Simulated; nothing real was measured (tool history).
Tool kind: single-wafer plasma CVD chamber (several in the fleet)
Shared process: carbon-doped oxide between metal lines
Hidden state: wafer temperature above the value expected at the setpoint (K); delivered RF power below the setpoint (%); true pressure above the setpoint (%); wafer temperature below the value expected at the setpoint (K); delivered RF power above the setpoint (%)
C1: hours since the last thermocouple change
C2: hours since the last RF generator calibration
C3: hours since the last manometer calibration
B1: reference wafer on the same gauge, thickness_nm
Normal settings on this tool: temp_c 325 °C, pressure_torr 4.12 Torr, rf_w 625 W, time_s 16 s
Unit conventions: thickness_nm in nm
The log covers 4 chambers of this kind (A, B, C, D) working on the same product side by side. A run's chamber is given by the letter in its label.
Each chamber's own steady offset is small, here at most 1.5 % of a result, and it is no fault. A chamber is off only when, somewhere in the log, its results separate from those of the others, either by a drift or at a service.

run 1D hour=2.1 | temp_c=325 pressure_torr=4.12 rf_w=625 time_s=16 | C1=1081.9 C2=1235.1 C3=85 | B1=87.984 | thickness_nm=101.01
run 2B hour=5.4 | temp_c=325 pressure_torr=4.12 rf_w=625 time_s=16 | C1=1473.4 C2=633.6 C3=966.4 | B1=88.013 | thickness_nm=99.945
run 3A hour=9.6 | temp_c=325 pressure_torr=4.12 rf_w=625 time_s=16 | C1=684.9 C2=519.5 C3=2539.6 | B1=87.927 | thickness_nm=100.86
run 4C hour=11.6 | temp_c=325 pressure_torr=4.12 rf_w=625 time_s=16 | C1=249.3 C2=1243.3 C3=1376.2 | B1=87.932 | thickness_nm=101.26
run 5A hour=15.4 | temp_c=325 pressure_torr=4.12 rf_w=625 time_s=16 | C1=690.7 C2=525.3 C3=2545.4 | B1=87.884 | thickness_nm=99.584
run 6D hour=18.4 | temp_c=325 pressure_torr=4.12 rf_w=625 time_s=16 | C1=1098.2 C2=1251.4 C3=101.3 | B1=88.068 | thickness_nm=100.47
run 7B hour=20.8 | temp_c=325 pressure_torr=4.6 rf_w=625 time_s=14.3 | C1=1488.8 C2=649 C3=981.8 | B1=87.962 | thickness_nm=91.685
run 8C hour=23.8 | temp_c=325 pressure_torr=4.6 rf_w=625 time_s=14.3 | C1=261.5 C2=1255.5 C3=1388.4 | B1=88.016 | thickness_nm=91.599
run 9B hour=27 | temp_c=325 pressure_torr=4.6 rf_w=625 time_s=14.3 | C1=1495 C2=655.2 C3=988 | B1=87.969 | thickness_nm=90.842
run 10A hour=29.8 | temp_c=325 pressure_torr=4.6 rf_w=625 time_s=14.3 | C1=705.1 C2=539.7 C3=2559.8 | B1=87.977 | thickness_nm=90.684
run 11D hour=32.9 | temp_c=325 pressure_torr=4.12 rf_w=530 time_s=16 | C1=1112.7 C2=1265.9 C3=115.8 | B1=87.982 | thickness_nm=90.696
run 12C hour=35.2 | temp_c=325 pressure_torr=4.12 rf_w=530 time_s=16 | C1=272.9 C2=1266.9 C3=1399.8 | B1=87.944 | thickness_nm=90.803
run 13B hour=39.5 | temp_c=325 pressure_torr=4.12 rf_w=530 time_s=16 | C1=1507.5 C2=667.7 C3=1000.5 | B1=87.954 | thickness_nm=90.017
run 14A hour=43.7 | temp_c=325 pressure_torr=4.12 rf_w=530 time_s=16 | C1=719 C2=553.6 C3=2573.7 | B1=87.997 | thickness_nm=90.455
run 15D hour=46.4 | temp_c=325 pressure_torr=4.12 rf_w=625 time_s=16 | C1=1126.2 C2=1279.4 C3=129.3 | B1=88.056 | thickness_nm=101.4
run 16C hour=49.8 | temp_c=330 pressure_torr=4.12 rf_w=580 time_s=16 | C1=287.5 C2=1281.5 C3=1414.4 | B1=87.955 | thickness_nm=93.214
run 17A hour=53.8 | temp_c=330 pressure_torr=4.12 rf_w=580 time_s=16 | C1=729.1 C2=563.7 C3=2583.8 | B1=87.994 | thickness_nm=94.2
run 18B hour=56 | temp_c=330 pressure_torr=4.12 rf_w=580 time_s=16 | C1=1524 C2=684.2 C3=1017 | B1=88.047 | thickness_nm=93.091
run 19C hour=60.1 | temp_c=330 pressure_torr=4.12 rf_w=580 time_s=16 | C1=297.8 C2=1291.8 C3=1424.7 | B1=87.938 | thickness_nm=92.479
run 20D hour=63.3 | temp_c=325 pressure_torr=4.12 rf_w=625 time_s=16 | C1=1143.1 C2=1296.3 C3=146.2 | B1=87.984 | thickness_nm=101.03
run 21B hour=65.4 | temp_c=325 pressure_torr=4.12 rf_w=625 time_s=16 | C1=1533.4 C2=693.6 C3=1026.4 | B1=87.956 | thickness_nm=100.1
run 22D hour=69.4 | temp_c=325 pressure_torr=4.12 rf_w=625 time_s=16 | C1=1149.2 C2=1302.4 C3=152.3 | B1=87.927 | thickness_nm=100.98
run 23C hour=73.4 | temp_c=325 pressure_torr=4.12 rf_w=625 time_s=16 | C1=311.1 C2=1305.1 C3=1438 | B1=87.906 | thickness_nm=98.691
run 24A hour=77.7 | temp_c=332 pressure_torr=4.58 rf_w=625 time_s=16 | C1=753 C2=587.6 C3=2607.7 | B1=88.049 | thickness_nm=98.966
run 25C hour=79.8 | temp_c=332 pressure_torr=4.58 rf_w=625 time_s=16 | C1=317.5 C2=1311.5 C3=1444.4 | B1=88.008 | thickness_nm=96.054
run 26D hour=83.1 | temp_c=332 pressure_torr=4.58 rf_w=625 time_s=16 | C1=1162.9 C2=1316.1 C3=166 | B1=88.034 | thickness_nm=99.824
run 27A hour=87.2 | temp_c=332 pressure_torr=4.58 rf_w=625 time_s=16 | C1=762.5 C2=597.1 C3=2617.2 | B1=87.917 | thickness_nm=99.124
run 28B hour=90.8 | temp_c=332 pressure_torr=4.12 rf_w=625 time_s=16 | C1=1558.8 C2=719 C3=1051.8 | B1=87.998 | thickness_nm=97.089

The same settings go to every chamber for the next run, one line per chamber below. Forecast the results for each:
run 29A hour=93.9 | temp_c=325 pressure_torr=4.12 rf_w=625 time_s=16 | thickness_nm=?
run 29B hour=93.9 | temp_c=325 pressure_torr=4.12 rf_w=625 time_s=16 | thickness_nm=?
run 29C hour=93.9 | temp_c=325 pressure_torr=4.12 rf_w=625 time_s=16 | thickness_nm=?
run 29D hour=93.9 | temp_c=325 pressure_torr=4.12 rf_w=625 time_s=16 | thickness_nm=?

run=29A thickness_nm=100.17
run=29B thickness_nm=99.592
run=29C thickness_nm=96.886
run=29D thickness_nm=101.41
